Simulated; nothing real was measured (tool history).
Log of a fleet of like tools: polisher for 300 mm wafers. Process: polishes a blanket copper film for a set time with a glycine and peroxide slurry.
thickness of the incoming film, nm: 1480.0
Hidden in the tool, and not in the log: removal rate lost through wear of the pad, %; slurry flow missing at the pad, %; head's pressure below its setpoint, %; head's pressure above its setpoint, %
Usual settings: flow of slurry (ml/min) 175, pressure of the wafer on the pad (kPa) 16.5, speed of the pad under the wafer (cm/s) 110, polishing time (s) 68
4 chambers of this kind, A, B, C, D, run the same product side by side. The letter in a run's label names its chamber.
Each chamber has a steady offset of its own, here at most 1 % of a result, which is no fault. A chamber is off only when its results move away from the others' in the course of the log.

run   hour  flow of slurry (ml/min)  pressure of the wafer on the pad (kPa)  speed of the pad under the wafer (cm/s)  polishing time (s)  wafers polished on this pad  hours since the slurry nozzle was cleaned  hours since the head pressure was calibrated  film removed (Å)
 1A    4.9                      175                                    16.5                                      110                  68                          105                                      409.2                                         569.8            4106.5
       8.4  -- chamber B: slurry nozzle cleaned
 2D   10.8                      175                                    16.5                                      110                  68                          560                                      414.4                                         577.6            4168.9
 3C   17.8                      175                                    16.5                                      110                  68                          438                                      235.9                                         180.0            4089.6
 4B   25.9                      175                                    16.5                                      110                  68                          733                                       17.5                                         132.5            4008.2
 5A   32.0                      175                                    16.5                                      110                  68                          492                                      436.3                                         596.9            4160.0
 6C   40.7                      175                                    16.5                                      110                  68                          765                                      258.8                                         202.9            4126.1
 7B   50.2                      175                                    16.5                                      110                  68                         1080                                       41.8                                         156.8            4053.5
      51.2  -- chamber D: worn pad replaced by a new one
 8D   56.2                      175                                    16.5                                      110                  68                           72                                      459.8                                         623.0            4121.9
 9C   60.8                      175                                    16.5                                      110                  68                         1052                                      278.9                                         223.0            4085.2
      64.1  -- chamber C: worn pad replaced by a new one
      66.0  -- chamber A: worn pad replaced by a new one
10D   70.4                      175                                    16.5                                      110                  68                          274                                      474.0                                         637.2            4225.4
11A   75.8                      175                                    16.5                                      110                  68                          140                                      480.1                                         640.7            4147.8
12B   84.0                      225                                    13.1                                      110                  68                         1562                                       75.6                                         190.6            3457.9
13B   92.8                      225                                    13.1                                      110                  68                         1688                                       84.4                                         199.4            3399.8
14D   99.4                      225                                    13.1                                      110                  68                          689                                      503.0                                         666.2            3543.4
15A  106.1                      225                                    13.1                                      110                  68                          573                                      510.4                                         671.0            3527.1
16C  111.6                      175                                    16.5                                       92                  91                          678                                      329.7                                         273.8            4922.3
17B  116.8                      175                                    16.5                                       92                  91                         2031                                      108.4                                         223.4            4464.9
18D  127.3                      175                                    16.5                                       92                  91                         1087                                      530.9                                         694.1            4889.6
19A  133.3                      175                                    16.5                                       92                  91                          961                                      537.6                                         698.2            4638.8
20C  139.4                      175                                    16.5                                      110                  68                         1075                                      357.5                                         301.6            4142.0
21A  144.8                      175                                    16.5                                      110                  68                         1126                                      549.1                                         709.7            4030.7
     148.3  -- chamber C: worn pad replaced by a new one
22B  153.0                      175                                    16.5                                      110                  68                         2548                                      144.6                                         259.6            3730.5
     153.6  -- chamber D: worn pad replaced by a new one
23C  158.8                      175                                    16.5                                      110                  68                          150                                      376.9                                         321.0            4295.0
24D  165.1                      175                                    16.5                                      110                  68                          164                                      568.7                                         731.9            4039.9

All 4 chambers run these settings next. Forecast each chamber's results:
25A  172.7                      175                                    16.5                                      110                  68                                                                                                                                       ?
25B  172.7                      175                                    16.5                                      110                  68                                                                                                                                       ?
25C  172.7                      175                                    16.5                                      110                  68                                                                                                                                       ?
25D  172.7                      175                                    16.5                                      110                  68                                                                                                                                       ?

run  film removed (Å)
25A            4114.4
25B            3660.0
25C            4052.4
25D            4180.0
